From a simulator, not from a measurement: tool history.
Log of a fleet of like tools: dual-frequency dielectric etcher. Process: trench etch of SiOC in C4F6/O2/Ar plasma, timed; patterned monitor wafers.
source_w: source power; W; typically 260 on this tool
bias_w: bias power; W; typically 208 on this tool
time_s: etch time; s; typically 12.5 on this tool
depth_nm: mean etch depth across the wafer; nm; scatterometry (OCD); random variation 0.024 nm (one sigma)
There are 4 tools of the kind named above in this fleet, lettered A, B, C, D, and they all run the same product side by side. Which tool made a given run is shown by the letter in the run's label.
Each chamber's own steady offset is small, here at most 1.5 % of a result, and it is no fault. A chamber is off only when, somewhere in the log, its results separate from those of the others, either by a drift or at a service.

run     day  source_w  bias_w  time_s  hours since the last wet clean  hours since the last source power generator calibration  hours since the last bias power generator calibration  read-back reference wafer on the same gauge, depth_nm  depth_nm
 1A   0.512       260     208    12.5                           298.4                                                    570.1                                                 4429.0                                                 19.300    23.050
 2D   0.833       260     208    12.5                           346.3                                                   2415.2                                                 2586.1                                                 19.297    23.033
 3B   1.312       260     208    12.5                            54.0                                                   1350.5                                                 2345.8                                                 19.289    23.159
      1.592  -- chamber C: wet clean of the chamber
 4C   1.671       260     208    12.5                             1.9                                                   4187.6                                                 1518.6                                                 19.296    23.290
 5A   2.183       260     208    12.5                           338.5                                                    610.2                                                 4469.1                                                 19.292    23.054
 6C   2.700       260     208    12.5                            26.6                                                   4212.3                                                 1543.3                                                 19.288    23.338
 7B   3.250       260     208    12.5                           100.5                                                   1397.0                                                 2392.3                                                 19.284    23.132
      3.638  -- chamber C: source power generator calibrated
 8D   3.762       260     208    12.5                           416.6                                                   2485.5                                                 2656.4                                                 19.282    23.040
 9A   4.146       260     208    12.5                           385.6                                                    657.3                                                 4516.2                                                 19.283    23.060
10D   4.596       260     208    12.5                           436.6                                                   2505.5                                                 2676.4                                                 19.279    22.981
11B   5.100       260     208    12.5                           144.9                                                   1441.4                                                 2436.7                                                 19.274    23.153
12C   5.362       260     208    12.5                            90.5                                                     41.4                                                 1607.2                                                 19.277    23.216
13A   5.767       260     187    14.5                           424.5                                                    696.2                                                 4555.1                                                 19.267    25.811
14B   6.346       260     187    14.5                           174.8                                                   1471.3                                                 2466.6                                                 19.270    25.914
15C   6.662       260     187    14.5                           121.7                                                     72.6                                                 1638.4                                                 19.266    26.010
16D   6.962       260     187    14.5                           493.4                                                   2562.3                                                 2733.2                                                 19.263    25.760
17D   7.421       260     208    12.5                           504.4                                                   2573.3                                                 2744.2                                                 19.262    22.961
      7.542  -- chamber D: wet clean of the chamber
18A   7.962       300     208    16.5                           477.2                                                    748.9                                                 4607.8                                                 19.260    32.092
19C   8.304       300     208    16.5                           161.1                                                    112.0                                                 1677.8                                                 19.260    32.395
20B   8.688       300     208    16.5                           231.0                                                   1527.5                                                 2522.8                                                 19.259    32.305
      8.825  -- chamber A: wet clean of the chamber
21B   9.158       300     208    16.5                           242.3                                                   1538.8                                                 2534.1                                                 19.260    32.263
22D   9.471       260     208    12.5                            46.3                                                   2622.5                                                 2793.4                                                 19.257    23.044
23C   9.896       260     208    12.5                           199.3                                                    150.2                                                 1716.0                                                 19.255    23.197
24A  10.396       260     208    12.5                            37.7                                                    807.3                                                 4666.2                                                 19.252    23.035
25B  10.696       260     208    10.5                           279.2                                                   1575.7                                                 2571.0                                                 19.248    19.410
26A  11.146       260     208    10.5                            55.7                                                    825.3                                                 4684.2                                                 19.245    19.363
27C  11.408       260     208    10.5                           235.6                                                    186.5                                                 1752.3                                                 19.250    19.501
     11.608  -- chamber B: bias power generator calibrated
28D  11.750       260     208    10.5                           101.0                                                   2677.2                                                 2848.1                                                 19.247    19.279
29B  12.092       260     208    12.5                           312.7                                                   1609.2                                                   11.7                                                 19.237    23.118
     12.408  -- chamber A: bias power generator calibrated
30D  12.588       260     208    12.5                           121.1                                                   2697.3                                                 2868.2                                                 19.244    22.980
31A  12.938       260     208    12.5                            98.7                                                    868.3                                                   12.7                                                 19.241    23.019
32C  13.458       260     208    12.5                           284.8                                                    235.7                                                 1801.5                                                 19.237    23.207
33B  13.946       260     208    12.5                           357.2                                                   1653.7                                                   56.2                                                 19.238    23.090
34D  14.279       260     208    12.5                           161.7                                                   2737.9                                                 2908.8                                                 19.225    22.957
35A  14.642       260     208    12.5                           139.6                                                    909.2                                                   53.6                                                 19.228    22.998
36C  15.075       260     208    12.5                           323.6                                                    274.5                                                 1840.3                                                 19.229    23.212
37D  15.546       260     208    12.5                           192.1                                                   2768.3                                                 2939.2                                                 19.226    22.937
38A  16.025       240     208    12.5                           172.8                                                    942.4                                                   86.8                                                 19.222    22.272
39C  16.304       240     208    12.5                           353.1                                                    304.0                                                 1869.8                                                 19.218    22.428

Next, all 4 chambers run the settings below, one line each with question marks for the results. What does each chamber give?
40A  16.725       260     208     9.5                                                                                                                                                                                                                ?
40B  16.725       260     208     9.5                                                                                                                                                                                                                ?
40C  16.725       260     208     9.5                                                                                                                                                                                                                ?
40D  16.725       260     208     9.5                                                                                                                                                                                                                ?

run  depth_nm
40A    17.439
40B    17.555
40C    17.599
40D    17.460
